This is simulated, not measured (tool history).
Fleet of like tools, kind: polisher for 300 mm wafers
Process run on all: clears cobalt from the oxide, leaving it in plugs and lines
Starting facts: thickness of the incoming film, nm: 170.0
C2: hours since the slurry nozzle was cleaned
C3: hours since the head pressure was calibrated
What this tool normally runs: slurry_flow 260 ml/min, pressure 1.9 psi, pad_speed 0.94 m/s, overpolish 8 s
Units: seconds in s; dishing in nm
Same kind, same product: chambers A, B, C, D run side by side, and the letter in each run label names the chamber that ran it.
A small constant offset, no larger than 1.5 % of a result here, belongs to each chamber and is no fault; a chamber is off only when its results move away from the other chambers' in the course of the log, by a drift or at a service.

At hour 0.3: chamber B: worn pad replaced by a new one.
Run 1D, hour 4.9: usual settings; wafers polished on this pad 423; C2 292.9; C3 382.3. Result: seconds 44.887 s, dishing 24.049 nm.
At hour 10.2: chamber C: worn pad replaced by a new one.
Run 2A, hour 12.8: usual settings; wafers polished on this pad 993; C2 414.9; C3 230.5. Result: seconds 44.298 s, dishing 24.594 nm.
Run 3B, hour 21: usual settings; wafers polished on this pad 338; C2 170.2; C3 177.2. Result: seconds 45.315 s, dishing 25.114 nm.
At hour 24: chamber D: worn pad replaced by a new one.
Run 4C, hour 25.5: usual settings; wafers polished on this pad 248; C2 27.6; C3 73. Result: seconds 44.637 s, dishing 25.18 nm.
Run 5A, hour 30.9: usual settings; wafers polished on this pad 1288; C2 433; C3 248.6. Result: seconds 43.91 s, dishing 25.22 nm.
At hour 36.4: chamber A: worn pad replaced by a new one.
Run 6D, hour 36.9: usual settings; wafers polished on this pad 210; C2 324.9; C3 414.3. Result: seconds 44.43 s, dishing 24.743 nm.
At hour 38.6: chamber B: worn pad replaced by a new one.
Run 7C, hour 44.3: usual settings; wafers polished on this pad 554; C2 46.4; C3 91.8. Result: seconds 44.343 s, dishing 25.944 nm.
Run 8B, hour 50.5: usual settings; wafers polished on this pad 194; C2 199.7; C3 206.7. Result: seconds 44.534 s, dishing 25.48 nm.
Run 9B, hour 55.9: usual settings; wafers polished on this pad 282; C2 205.1; C3 212.1. Result: seconds 44.144 s, dishing 25.024 nm.
Run 10C, hour 61.5: usual settings; wafers polished on this pad 834; C2 63.6; C3 109. Result: seconds 44.36 s, dishing 25.308 nm.
At hour 67.5: chamber D: worn pad replaced by a new one.
Run 11A, hour 69.4: usual settings; wafers polished on this pad 536; C2 471.5; C3 287.1. Result: seconds 45.946 s, dishing 24.446 nm.
At hour 75.3: chamber B: worn pad replaced by a new one.
Run 12D, hour 75.9: usual settings but slurry_flow 180 ml/min, overpolish 11 s; wafers polished on this pad 137; C2 363.9; C3 453.3. Result: seconds 46.16 s, dishing 30.852 nm.
Run 13D, hour 80.4: usual settings but slurry_flow 180 ml/min, overpolish 11 s; wafers polished on this pad 210; C2 368.4; C3 457.8. Result: seconds 47.218 s, dishing 30.342 nm.
Run 14C, hour 87.3: usual settings but slurry_flow 180 ml/min, overpolish 11 s; wafers polished on this pad 1253; C2 89.4; C3 134.8. Result: seconds 46.637 s, dishing 31.327 nm.
At hour 93.4: chamber C: worn pad replaced by a new one.
Run 15A, hour 94.8: usual settings but slurry_flow 180 ml/min, overpolish 11 s; wafers polished on this pad 949; C2 496.9; C3 312.5. Result: seconds 48.09 s, dishing 30.397 nm.
Run 16B, hour 100.1: usual settings but pressure 2.5 psi; wafers polished on this pad 404; C2 249.3; C3 256.3. Result: seconds 34.215 s, dishing 31.47 nm.
Run 17A, hour 105.4: usual settings but pressure 2.5 psi; wafers polished on this pad 1121; C2 507.5; C3 323.1. Result: seconds 34.943 s, dishing 30.267 nm.
At hour 109.8: chamber D: worn pad replaced by a new one.
At hour 112.9: chamber B: worn pad replaced by a new one.
Run 18D, hour 113.9: usual settings but pressure 2.5 psi; wafers polished on this pad 67; C2 401.9; C3 491.3. Result: seconds 34.204 s, dishing 30.399 nm.
At hour 119.3: chamber A: worn pad replaced by a new one.
Run 19C, hour 121.6: usual settings but pressure 2.5 psi; wafers polished on this pad 458; C2 123.7; C3 169.1. Result: seconds 33.685 s, dishing 30.892 nm.
Run 20B, hour 129.1: usual settings; wafers polished on this pad 264; C2 278.3; C3 285.3. Result: seconds 45.365 s, dishing 25.022 nm.
Run 21A, hour 138.4: usual settings; wafers polished on this pad 312; C2 540.5; C3 356.1. Result: seconds 47.147 s, dishing 24.455 nm.
Run 22D, hour 146.9: usual settings; wafers polished on this pad 604; C2 434.9; C3 524.3. Result: seconds 44.784 s, dishing 25.09 nm.
At hour 150.8: chamber B: worn pad replaced by a new one.
Run 23C, hour 155.5: usual settings; wafers polished on this pad 1009; C2 157.6; C3 203. Result: seconds 44.667 s, dishing 25.109 nm.
Run 24B, hour 161.7: usual settings; wafers polished on this pad 177; C2 310.9; C3 317.9. Result: seconds 44.566 s, dishing 24.758 nm.

All chambers now run identical settings, listed one chamber a line with results as question marks. What results will each chamber show?
Run 25A, hour 169.2: usual settings. Result: seconds ?, dishing ?.
Run 25B, hour 169.2: usual settings. Result: seconds ?, dishing ?.
Run 25C, hour 169.2: usual settings. Result: seconds ?, dishing ?.
Run 25D, hour 169.2: usual settings. Result: seconds ?, dishing ?.

run  seconds  dishing
25A   48.677   23.464
25B   45.137   25.734
25C   44.067   25.493
25D    44.99   24.377
